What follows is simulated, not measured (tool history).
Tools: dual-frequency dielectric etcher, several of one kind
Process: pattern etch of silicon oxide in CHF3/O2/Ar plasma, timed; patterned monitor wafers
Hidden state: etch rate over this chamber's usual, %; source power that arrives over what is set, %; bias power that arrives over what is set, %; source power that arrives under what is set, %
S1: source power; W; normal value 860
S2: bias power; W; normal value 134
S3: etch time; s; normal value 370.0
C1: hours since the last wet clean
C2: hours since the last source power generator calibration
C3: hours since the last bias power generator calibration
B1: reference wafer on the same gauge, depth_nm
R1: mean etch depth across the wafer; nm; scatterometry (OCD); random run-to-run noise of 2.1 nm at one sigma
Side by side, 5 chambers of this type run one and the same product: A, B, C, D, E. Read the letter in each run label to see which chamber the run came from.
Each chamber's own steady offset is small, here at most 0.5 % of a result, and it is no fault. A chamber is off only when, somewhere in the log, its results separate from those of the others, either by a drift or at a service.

run   hour   S1   S2     S3     C1      C2      C3      B1      R1
 1E    2.6  860  134  370.0   92.9   644.1  2893.0  910.59  768.33
 2C    5.2  860  134  370.0   37.8  2269.0  2600.4  910.54  764.98
 3A    9.5  860  134  370.0   12.7   736.2  1244.0  909.37  769.02
 4B   13.8  860  134  370.0  275.7    77.1  1524.8  909.92  762.63
 5D   17.0  860  134  370.0   19.3  4153.2   289.8  910.00  763.80
 6B   20.4  860  134  370.0  282.3    83.7  1531.4  910.13  762.95
 7D   23.7  860  134  370.0   26.0  4159.9   296.5  910.35  764.75
 8A   26.7  860  134  370.0   29.9   753.4  1261.2  910.24  764.74
 9C   31.0  860  134  370.0   63.6  2294.8  2626.2  910.60  762.43
10E   35.0  860  134  370.0  125.3   676.5  2925.4  909.78  767.44
11A   37.5  860  134  370.0   40.7   764.2  1272.0  911.03  763.71
12D   40.2  860  134  370.0   42.5  4176.4   313.0  910.03  763.55
13B   43.2  860  134  370.0  305.1   106.5  1554.2  910.42  765.76
      45.0  -- chamber B: bias power generator calibrated
14C   46.2  860  134  370.0   78.8  2310.0  2641.4  909.76  761.20
15E   49.8  860  134  329.5  140.1   691.3  2940.2  910.47  682.56
16C   52.6  860  134  329.5   85.2  2316.4  2647.8  910.97  676.38
17A   56.0  860  134  329.5   59.2   782.7  1290.5  910.25  678.40
18D   58.5  860  134  329.5   60.8  4194.7   331.3  910.22  678.56
19B   61.2  860  134  329.5  323.1   124.5    16.3  910.25  678.76
20E   64.7  860  134  370.0  155.0   706.2  2955.1  910.24  771.36
21E   67.4  860  134  370.0  157.7   708.9  2957.8  910.42  767.17
22A   70.0  860  134  370.0   73.2   796.7  1304.5  910.61  759.60
23D   73.9  860  134  321.0   76.2  4210.1   346.7  909.84  661.15
24C   77.5  860  134  321.0  110.1  2341.3  2672.7  910.61  664.99
25B   80.1  860  134  321.0  342.0   143.4    35.2  909.57  659.64
26E   82.9  860  134  321.0  173.2   724.4  2973.3  909.94  665.44
27B   85.2  860  134  321.0  347.1   148.5    40.3  910.88  659.75
28D   89.9  990  134  370.0   92.2  4226.1   362.7  909.68  810.27
29A   94.2  990  134  370.0   97.4   820.9  1328.7  909.40  807.66
30C   97.0  990  134  370.0  129.6  2360.8  2692.2  909.96  807.12
31B   99.6  990  134  370.0  361.5   162.9    54.7  910.31  805.78
32E  102.8  990  134  370.0  193.1   744.3  2993.2  909.28  810.95
     103.8  -- chamber C: source power generator calibrated
33A  107.4  860  134  370.0  110.6   834.1  1341.9  910.21  763.70
34C  109.7  860  134  370.0  142.3     5.9  2704.9  909.71  760.71
35D  113.3  860  134  370.0  115.6  4249.5   386.1  909.45  762.10
36A  116.5  860  134  370.0  119.7   843.2  1351.0  910.03  762.74

Each of the 5 chambers runs these same settings next. Fill in every chamber's results:
37A  119.9  860  134  370.0                   ?
37B  119.9  860  134  370.0                   ?
37C  119.9  860  134  370.0                   ?
37D  119.9  860  134  370.0                   ?
37E  119.9  860  134  370.0                   ?

run      R1
37A  762.42
37B  761.56
37C  765.28
37D  762.15
37E  766.24
